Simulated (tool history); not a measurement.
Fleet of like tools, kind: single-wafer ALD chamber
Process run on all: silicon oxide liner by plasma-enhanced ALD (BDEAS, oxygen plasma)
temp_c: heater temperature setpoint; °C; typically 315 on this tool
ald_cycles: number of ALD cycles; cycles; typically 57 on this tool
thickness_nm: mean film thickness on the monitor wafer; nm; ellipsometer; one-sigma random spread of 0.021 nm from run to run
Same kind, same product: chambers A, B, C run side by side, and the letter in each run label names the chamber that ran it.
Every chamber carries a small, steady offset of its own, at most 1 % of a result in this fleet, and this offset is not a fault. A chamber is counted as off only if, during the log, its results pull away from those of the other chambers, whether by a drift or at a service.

run	hour	temp_c	ald_cycles	read-back reference wafer on the same gauge, thickness_nm	thickness_nm
1A	14	315	57	6.2271	5.2343
2B	28	315	57	6.2165	5.2004
3C	36	315	57	6.2165	5.1577
4C	49.3	315	57	6.2188	5.1416
5A	58.6	315	57	6.2155	5.2087
6B	71.1	315	57	6.2181	5.2519
7C	83.5	315	57	6.2214	5.2033
8A	97.4	315	57	6.2203	5.1963
9B	107.4	315	57	6.2239	5.259
# hour 110.8: chamber B: thermocouple changed; heater temperature recalibrated
10B	114.3	315	57	6.217	5.2365
11C	121	315	57	6.2193	5.1249
12A	132.7	315	57	6.2132	5.2076
13B	142.9	315	57	6.2178	5.2451
14A	155.1	315	50	6.2247	4.5559
15C	167	315	50	6.2183	4.5198
16C	177.3	315	50	6.2226	4.5511
17B	185.5	315	57	6.219	5.2018
18A	195.7	315	57	6.2179	5.2026
19A	208.1	315	57	6.2091	5.2261
20C	221.8	315	57	6.2252	5.2372
21B	229.3	315	48	6.2219	4.4164
22B	239.1	315	48	6.2139	4.3711
23A	246.6	315	48	6.2267	4.3868
24C	257.7	315	57	6.2191	5.1993
25C	268.5	326	48	6.2185	4.3004
26A	280	326	48	6.2238	4.2928
27B	286.8	326	48	6.2187	4.3651
28B	293.4	315	57	6.2197	5.2145
29C	305.5	315	57	6.2175	5.1758
30A	320	315	57	6.2159	5.1933
31A	327	315	57	6.2158	5.2077
32C	333.5	315	57	6.2238	5.1442
33B	344.9	315	57	6.2145	5.238
34B	352.3	315	57	6.2223	5.2541
35A	364.2	315	57	6.2138	5.1833

For the next run the whole fleet of 3 chambers uses the same settings. Give each chamber's results:
36A	374.6	315	57		?
36B	374.6	315	57		?
36C	374.6	315	57		?

run	thickness_nm
36A	5.1936
36B	5.194
36C	5.2055
